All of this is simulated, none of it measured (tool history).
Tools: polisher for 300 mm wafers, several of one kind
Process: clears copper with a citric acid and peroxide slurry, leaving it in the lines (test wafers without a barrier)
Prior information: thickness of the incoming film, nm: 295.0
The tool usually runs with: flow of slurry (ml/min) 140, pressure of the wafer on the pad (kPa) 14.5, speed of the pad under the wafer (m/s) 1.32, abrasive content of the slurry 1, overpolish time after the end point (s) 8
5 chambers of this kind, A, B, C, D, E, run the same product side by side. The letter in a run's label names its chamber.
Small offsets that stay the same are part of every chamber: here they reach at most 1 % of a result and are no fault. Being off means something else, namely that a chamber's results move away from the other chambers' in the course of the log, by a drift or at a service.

run	day	flow of slurry (ml/min)	pressure of the wafer on the pad (kPa)	speed of the pad under the wafer (m/s)	abrasive content of the slurry	overpolish time after the end point (s)	time until the end point was called (s)	dishing of a wide line in a test structure (nm)
1A	0.496	140	14.5	1.32	1	8	125.95	13.951
# day 0.638: chamber B: worn pad replaced by a new one
2D	0.825	140	14.5	1.32	1	8	128.47	13.364
# day 1.075: chamber E: slurry blender recalibrated
3B	1.158	140	14.5	1.32	1	8	131.7	13.951
# day 1.346: chamber E: worn pad replaced by a new one
# day 1.354: chamber C: worn pad replaced by a new one
4E	1.504	140	14.5	1.32	1	8	129.72	14.105
5C	1.812	140	14.5	1.32	1	10	127.4	17.055
# day 1.929: chamber C: slurry blender recalibrated
# day 2.088: chamber C: slurry nozzle cleaned
# day 2.146: chamber D: worn pad replaced by a new one
6B	2.154	140	14.5	1.32	1	10	125.04	17.425
7E	2.467	140	14.5	1.32	1	10	129.23	16.448
8D	2.721	140	14.5	1.32	1	10	128.82	17.554
# day 2.958: chamber A: worn pad replaced by a new one
# day 3.062: chamber A: slurry blender recalibrated
9C	3.112	140	14.5	1.32	1	10	129.7	16.962
10A	3.45	140	14.5	1.32	1	8	127.39	14.048
# day 3.679: chamber B: slurry blender recalibrated
11A	3.888	140	11	1.32	1	5	163.43	6.7012
12B	4.275	140	11	1.32	1	5	166.86	6.7726
# day 4.308: chamber C: worn pad replaced by a new one
13C	4.525	140	11	1.32	1	5	165.28	6.9121
# day 4.65: chamber B: head pressure recalibrated
14E	4.762	140	11	1.32	1	5	166.1	6.8053
15D	5.275	140	11	1.32	1	5	172.19	7.0005
# day 5.575: chamber E: slurry blender recalibrated
16D	5.692	140	14.5	1.32	1	8	129.69	13.724
# day 6.192: chamber E: worn pad replaced by a new one
17E	6.225	140	14.5	1.32	1	8	127.55	13.701
18B	6.475	140	14.5	1.32	1	8	125.99	13.692
19C	6.742	140	14.5	1.32	1	8	124.92	13.449
20A	7.017	140	14.5	1.32	1	8	123.89	14.18
# day 7.092: chamber C: worn pad replaced by a new one
21C	7.408	140	14.5	1.32	1	8	126.33	13.484
# day 7.567: chamber D: slurry blender recalibrated
22A	7.958	140	14.5	1.32	1	8	125.15	13.791
# day 8.154: chamber A: worn pad replaced by a new one
# day 8.233: chamber B: slurry nozzle cleaned
# day 8.25: chamber C: slurry blender recalibrated
# day 8.271: chamber D: worn pad replaced by a new one
23B	8.279	140	14.5	1.32	1	8	125.45	13.718
24E	8.625	140	14.5	1.32	1	8	131.66	13.56
# day 8.817: chamber B: worn pad replaced by a new one
25D	8.862	140	14.5	1.32	1	8	125.61	13.892
26C	9.175	140	14.5	1.64	1	8	104.99	17.172
# day 9.179: chamber A: slurry blender recalibrated
27B	9.6	140	14.5	1.64	1	8	104.93	16.565
# day 9.817: chamber C: worn pad replaced by a new one
# day 10.125: chamber E: worn pad replaced by a new one
28E	10.125	140	14.5	1.64	1	8	104.01	16.957
29D	10.467	140	14.5	1.64	1	8	103.72	16.386
30A	10.892	140	14.5	1.64	1	8	101.6	17.458
# day 11.192: chamber E: slurry blender recalibrated
31B	11.371	140	14.5	1.32	1	8	127.42	13.591
32A	11.921	140	14.5	1.32	1.3	3	121.9	5.8294
33D	12.338	140	14.5	1.32	1.3	3	125.16	5.7567
# day 12.629: chamber D: slurry nozzle cleaned
34E	12.7	140	14.5	1.32	1.3	3	122.72	5.7205
# day 12.783: chamber C: worn pad replaced by a new one
35C	13.133	140	14.5	1.32	1.3	3	120.61	5.588
36C	13.412	140	14.5	1.32	1.3	3	119.53	5.8602
# day 13.679: chamber B: slurry blender recalibrated
# day 13.754: chamber D: worn pad replaced by a new one
37D	13.867	140	14.5	1.32	1	8	130.6	13.848
# day 14.192: chamber A: worn pad replaced by a new one
38B	14.379	140	14.5	1.32	1	8	128.94	14.003
39A	14.854	140	14.5	1.32	1	8	129.25	14.173

All chambers now run identical settings, listed one chamber a line with results as question marks. What results will each chamber show?
40A	15.25	140	14.5	1.32	1	4	?	?
40B	15.25	140	14.5	1.32	1	4	?	?
40C	15.25	140	14.5	1.32	1	4	?	?
40D	15.25	140	14.5	1.32	1	4	?	?
40E	15.25	140	14.5	1.32	1	4	?	?

run	time until the end point was called (s)	dishing of a wide line in a test structure (nm)
40A	125.14	7.2557
40B	130.62	7.096
40C	129.41	7.0886
40D	129.81	7.0628
40E	128.01	7.1606
